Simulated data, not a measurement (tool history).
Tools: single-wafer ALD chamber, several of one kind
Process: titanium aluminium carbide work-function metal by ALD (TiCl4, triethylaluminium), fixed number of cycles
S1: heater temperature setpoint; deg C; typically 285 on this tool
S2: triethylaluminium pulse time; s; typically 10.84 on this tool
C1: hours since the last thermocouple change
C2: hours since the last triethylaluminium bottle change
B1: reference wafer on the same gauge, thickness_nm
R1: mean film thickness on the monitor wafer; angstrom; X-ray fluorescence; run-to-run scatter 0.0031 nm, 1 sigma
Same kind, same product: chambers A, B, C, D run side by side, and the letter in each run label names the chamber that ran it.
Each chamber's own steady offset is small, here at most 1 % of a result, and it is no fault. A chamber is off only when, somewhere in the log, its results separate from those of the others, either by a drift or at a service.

run     day   S1     S2      C1     C2      B1      R1
      0.150  -- chamber B: thermocouple changed; heater temperature recalibrated
 1D   0.346  285  10.84   814.6   30.4  1.7303  18.867
 2B   0.550  285  10.84     9.6   63.8  1.7296  19.056
 3A   0.729  285  10.84   517.1  116.8  1.7290  18.731
 4C   0.946  285  10.84   413.6  566.5  1.7289  18.905
 5A   1.254  285  10.84   529.7  129.4  1.7287  18.771
 6D   1.454  285  10.84   841.2   57.0  1.7276  18.829
 7B   1.671  285  10.84    36.5   90.7  1.7281  18.967
 8C   1.908  285  10.84   436.7  589.6  1.7281  18.918
 9A   2.262  285   9.53   553.9  153.6  1.7276  18.473
10C   2.604  285   9.53   453.4  606.3  1.7268  18.691
11B   2.929  285   9.53    66.7  120.9  1.7270  18.732
12D   3.283  285   9.53   885.1  100.9  1.7265  18.560
13D   3.571  285  10.84   892.0  107.8  1.7258  18.831
14C   3.758  285  10.84   481.1  634.0  1.7256  18.855
15A   4.062  285  10.84   597.1  196.8  1.7254  18.729
16B   4.471  285  10.84   103.7  157.9  1.7240  18.923
17A   4.712  285  10.84   612.7  212.4  1.7254  18.743
18C   4.917  285  10.84   508.9  661.8  1.7242  18.853
19D   5.225  285  10.84   931.7  147.5  1.7244  18.748
20B   5.542  280  10.84   129.4  183.6  1.7243  18.541
21C   5.917  280  10.84   532.9  685.8  1.7235  18.421
22D   6.204  280  10.84   955.2  171.0  1.7230  18.397
23A   6.521  280  10.84   656.1  255.8  1.7227  18.238
24B   6.729  285  10.84   157.9  212.1  1.7221  18.954
25B   7.046  271  12.69   165.5  219.7  1.7222  17.916
26C   7.362  271  12.69   567.6  720.5  1.7213  17.869
27A   7.562  271  12.69   681.1  280.8  1.7215  17.653
28D   7.788  271  12.69   993.2  209.0  1.7217  17.764
29C   8.033  285  10.84   583.7  736.6  1.7213  18.902
30B   8.283  285  10.84   195.2  249.4  1.7206  18.904
31A   8.654  285  10.84   707.3  307.0  1.7193  18.673
32D   8.971  285  10.84  1021.6  237.4  1.7205  18.782
33B   9.312  285  10.84   219.9  274.1  1.7199  18.904
34A   9.688  285  10.84   732.1  331.8  1.7190  18.597
35C   9.917  285  10.84   628.9  781.8  1.7186  18.805
36D  10.117  285  10.84  1049.1  264.9  1.7191  18.738

Decide between three cases: one chamber stands off from its peers, the gauge reading all wafers drifts, or nothing is wrong past each chamber's small offset. Where a chamber is off, say which and what most likely put it there.

Gauge drift. The chambers move together only on paper, and none stands off.
What lies behind it: gauge reads low (%) = 0.669.
